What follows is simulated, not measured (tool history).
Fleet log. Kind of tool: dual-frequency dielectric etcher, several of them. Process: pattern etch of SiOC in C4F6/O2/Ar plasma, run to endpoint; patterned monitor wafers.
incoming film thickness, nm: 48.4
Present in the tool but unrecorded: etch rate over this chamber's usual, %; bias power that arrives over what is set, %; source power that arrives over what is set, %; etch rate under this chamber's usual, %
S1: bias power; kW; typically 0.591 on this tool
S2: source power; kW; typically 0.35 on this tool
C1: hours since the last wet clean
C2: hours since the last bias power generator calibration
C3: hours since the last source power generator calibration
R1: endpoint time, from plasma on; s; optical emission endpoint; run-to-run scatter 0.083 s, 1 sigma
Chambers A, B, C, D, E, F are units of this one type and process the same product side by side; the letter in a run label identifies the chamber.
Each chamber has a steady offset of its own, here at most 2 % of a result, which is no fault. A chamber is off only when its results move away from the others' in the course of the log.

run,hour,S1,S2,C1,C2,C3,R1
# hour 2.6: chamber C: wet clean of the chamber
1F,7.3,0.591,0.35,312.4,730.6,213.5,16.035
2A,16.9,0.591,0.35,335.8,187.4,2480.1,15.939
3B,24.2,0.591,0.35,150.5,1621.7,2712,15.99
4C,30.2,0.591,0.35,27.7,1654.4,494.7,15.68
5D,40.1,0.591,0.35,228.6,3633.1,2711.1,16.173
6E,46.3,0.661,0.35,303.7,292.6,1707.5,15.474
7F,52,0.661,0.35,357.1,775.3,258.2,15.553
8D,61.6,0.661,0.35,250.1,3654.6,2732.6,15.505
9C,70.4,0.661,0.35,67.9,1694.6,534.9,14.999
10B,81,0.661,0.35,207.3,1678.5,2768.8,15.314
11E,92.3,0.661,0.35,349.7,338.6,1753.5,15.474
12A,98.7,0.591,0.35,417.6,269.2,2561.9,16.078
13F,108.8,0.591,0.35,413.9,832.1,315,16.158
14B,114.2,0.591,0.35,240.5,1711.7,2802,16.09
15E,122.2,0.591,0.35,379.6,368.5,1783.4,16.076
16C,133.4,0.591,0.35,130.9,1757.6,597.9,15.778
# hour 136.3: chamber D: wet clean of the chamber
17A,144.7,0.591,0.35,463.6,315.2,2607.9,15.799
18D,151.7,0.591,0.35,15.5,3744.7,2822.7,16.053
19D,158.5,0.651,0.28,22.3,3751.5,2829.5,16.921
20C,164.1,0.651,0.28,161.6,1788.3,628.6,16.366
21E,171.7,0.651,0.28,429.1,418,1832.9,16.999
22B,179.2,0.651,0.28,305.5,1776.7,2867,16.77
23A,185.2,0.651,0.28,504.1,355.7,2648.4,16.688
24F,191.4,0.651,0.28,496.5,914.7,397.6,17.292
25D,196.6,0.591,0.35,60.4,3789.6,2867.6,16.147
26E,205.7,0.591,0.35,463.1,452,1866.9,16.13
27B,213.5,0.591,0.35,339.8,1811,2901.3,15.817
28F,223.4,0.591,0.35,528.5,946.7,429.6,16.585
29A,230.7,0.714,0.43,549.6,401.2,2693.9,13.73
# hour 236.1: chamber C: bias power generator calibrated
30C,240.2,0.714,0.43,237.7,4.2,704.7,13.69
31D,246.2,0.714,0.43,110,3839.2,2917.2,13.902
32E,256.2,0.714,0.43,513.6,502.5,1917.4,14.046
33F,262.5,0.714,0.43,567.6,985.8,468.7,14.204
# hour 264.4: chamber D: source power generator calibrated
34B,273.9,0.714,0.43,400.2,1871.4,2961.7,13.825
35C,282.3,0.591,0.35,279.8,46.3,746.8,15.903
36A,289.2,0.591,0.35,608.1,459.7,2752.4,15.961
37C,300.9,0.591,0.35,298.4,64.9,765.4,15.741
38D,308.7,0.591,0.35,172.5,3901.7,44.3,16.172
39A,316.4,0.591,0.35,635.3,486.9,2779.6,15.974
40B,323.9,0.591,0.35,450.2,1921.4,3011.7,15.923
41E,335,0.591,0.35,592.4,581.3,1996.2,16.158
42F,343.5,0.591,0.35,648.6,1066.8,549.7,16.819
43D,351.1,0.591,0.35,214.9,3944.1,86.7,16.012

Next, every chamber runs the same settings. What will each give?
44A,359.8,0.591,0.35,,,,?
44B,359.8,0.591,0.35,,,,?
44C,359.8,0.591,0.35,,,,?
44D,359.8,0.591,0.35,,,,?
44E,359.8,0.591,0.35,,,,?
44F,359.8,0.591,0.35,,,,?

run,R1
44A,15.934
44B,16.082
44C,15.796
44D,16.076
44E,16.202
44F,16.858
